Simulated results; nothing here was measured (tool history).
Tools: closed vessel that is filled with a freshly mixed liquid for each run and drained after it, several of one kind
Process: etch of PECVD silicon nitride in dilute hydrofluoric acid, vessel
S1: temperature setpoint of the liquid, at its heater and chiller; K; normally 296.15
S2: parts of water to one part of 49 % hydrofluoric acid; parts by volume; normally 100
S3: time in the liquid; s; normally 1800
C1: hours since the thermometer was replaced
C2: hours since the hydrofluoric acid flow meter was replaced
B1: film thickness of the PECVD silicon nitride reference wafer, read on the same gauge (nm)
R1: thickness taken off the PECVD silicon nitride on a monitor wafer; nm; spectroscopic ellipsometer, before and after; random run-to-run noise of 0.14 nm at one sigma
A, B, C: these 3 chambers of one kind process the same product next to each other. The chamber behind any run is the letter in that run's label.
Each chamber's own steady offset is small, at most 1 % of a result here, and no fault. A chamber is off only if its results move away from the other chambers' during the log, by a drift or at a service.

run 1A hour=5.7 | S1=296.15 S2=100 S3=1800 | C1=534.4 C2=512.8 | B1=140.01 | R1=28.706
run 2C hour=16.6 | S1=296.15 S2=100 S3=1800 | C1=1347.8 C2=66.1 | B1=140 | R1=28.414
run 3B hour=23.6 | S1=296.15 S2=100 S3=1800 | C1=198.5 C2=267.5 | B1=140 | R1=28.831
run 4C hour=31.9 | S1=296.15 S2=100 S3=1800 | C1=1363.1 C2=81.4 | B1=140.01 | R1=28.774
run 5B hour=41.5 | S1=296.15 S2=100 S3=1800 | C1=216.4 C2=285.4 | B1=140.02 | R1=28.525
run 6A hour=50.2 | S1=296.15 S2=100 S3=1800 | C1=578.9 C2=557.3 | B1=139.98 | R1=28.705
run 7B hour=62.4 | S1=296.15 S2=100 S3=1800 | C1=237.3 C2=306.3 | B1=140.01 | R1=28.822
run 8C hour=74.2 | S1=296.15 S2=100 S3=1800 | C1=1405.4 C2=123.7 | B1=140.01 | R1=28.768
run 9A hour=80.6 | S1=296.15 S2=130 S3=2445 | C1=609.3 C2=587.7 | B1=139.99 | R1=30.175
run 10A hour=87.1 | S1=296.15 S2=130 S3=2445 | C1=615.8 C2=594.2 | B1=139.99 | R1=30.093
run 11C hour=93.1 | S1=296.15 S2=130 S3=2445 | C1=1424.3 C2=142.6 | B1=140 | R1=30.182
run 12B hour=103 | S1=299.15 S2=100 S3=815 | C1=277.9 C2=346.9 | B1=139.99 | R1=15.958
run 13C hour=113 | S1=299.15 S2=100 S3=815 | C1=1444.2 C2=162.5 | B1=139.99 | R1=15.919
run 14A hour=119.1 | S1=299.15 S2=100 S3=815 | C1=647.8 C2=626.2 | B1=140.02 | R1=15.748
run 15B hour=129.7 | S1=296.15 S2=100 S3=1800 | C1=304.6 C2=373.6 | B1=139.99 | R1=28.958
run 16B hour=140.4 | S1=296.15 S2=100 S3=1800 | C1=315.3 C2=384.3 | B1=140.02 | R1=28.618
run 17A hour=146 | S1=296.15 S2=100 S3=1800 | C1=674.7 C2=653.1 | B1=139.99 | R1=28.994
run 18C hour=153.7 | S1=296.15 S2=100 S3=1800 | C1=1484.9 C2=203.2 | B1=140.01 | R1=28.76
run 19C hour=164.1 | S1=296.15 S2=100 S3=1800 | C1=1495.3 C2=213.6 | B1=140 | R1=28.577
run 20A hour=169.8 | S1=296.15 S2=100 S3=1800 | C1=698.5 C2=676.9 | B1=140.01 | R1=29.107
run 21B hour=180.9 | S1=296.15 S2=100 S3=1800 | C1=355.8 C2=424.8 | B1=139.99 | R1=28.714
run 22A hour=191 | S1=296.15 S2=100 S3=1800 | C1=719.7 C2=698.1 | B1=139.97 | R1=29.11
run 23B hour=197.7 | S1=296.15 S2=100 S3=1800 | C1=372.6 C2=441.6 | B1=139.99 | R1=28.801
run 24C hour=204.4 | S1=296.15 S2=100 S3=1800 | C1=1535.6 C2=253.9 | B1=139.99 | R1=28.782
run 25C hour=211 | S1=296.15 S2=100 S3=1800 | C1=1542.2 C2=260.5 | B1=140.01 | R1=28.535
run 26A hour=221 | S1=296.15 S2=100 S3=1800 | C1=749.7 C2=728.1 | B1=140.01 | R1=29.373
run 27B hour=232.8 | S1=299.65 S2=100 S3=2260 | C1=407.7 C2=476.7 | B1=140.01 | R1=45.77
run 28A hour=244.7 | S1=299.65 S2=100 S3=2260 | C1=773.4 C2=751.8 | B1=140.01 | R1=46.407
run 29B hour=255.1 | S1=299.65 S2=100 S3=2260 | C1=430 C2=499 | B1=140 | R1=45.786
run 30C hour=267.6 | S1=296.15 S2=100 S3=1800 | C1=1598.8 C2=317.1 | B1=140.02 | R1=28.549
run 31C hour=279.9 | S1=293.65 S2=85 S3=1800 | C1=1611.1 C2=329.4 | B1=140 | R1=28.243
run 32A hour=289.3 | S1=293.65 S2=85 S3=1800 | C1=818 C2=796.4 | B1=140 | R1=29.551
run 33B hour=297.7 | S1=293.65 S2=85 S3=1800 | C1=472.6 C2=541.6 | B1=140 | R1=28.627
run 34A hour=305.9 | S1=296.15 S2=100 S3=1800 | C1=834.6 C2=813 | B1=139.99 | R1=29.827
run 35C hour=313.6 | S1=299.15 S2=100 S3=1800 | C1=1644.8 C2=363.1 | B1=140 | R1=34.908
run 36B hour=324.6 | S1=299.15 S2=100 S3=1800 | C1=499.5 C2=568.5 | B1=140.01 | R1=35.059
run 37A hour=331.4 | S1=299.15 S2=100 S3=1800 | C1=860.1 C2=838.5 | B1=140 | R1=36.311
run 38B hour=340.5 | S1=291.65 S2=60 S3=1800 | C1=515.4 C2=584.4 | B1=139.97 | R1=34.488

Predict what each chamber gives when all 3 of them run the settings below next.
run 39A hour=349.6 | S1=296.15 S2=100 S3=1355 | R1=?
run 39B hour=349.6 | S1=296.15 S2=100 S3=1355 | R1=?
run 39C hour=349.6 | S1=296.15 S2=100 S3=1355 | R1=?

run=39A R1=22.722
run=39B R1=21.612
run=39C R1=21.336

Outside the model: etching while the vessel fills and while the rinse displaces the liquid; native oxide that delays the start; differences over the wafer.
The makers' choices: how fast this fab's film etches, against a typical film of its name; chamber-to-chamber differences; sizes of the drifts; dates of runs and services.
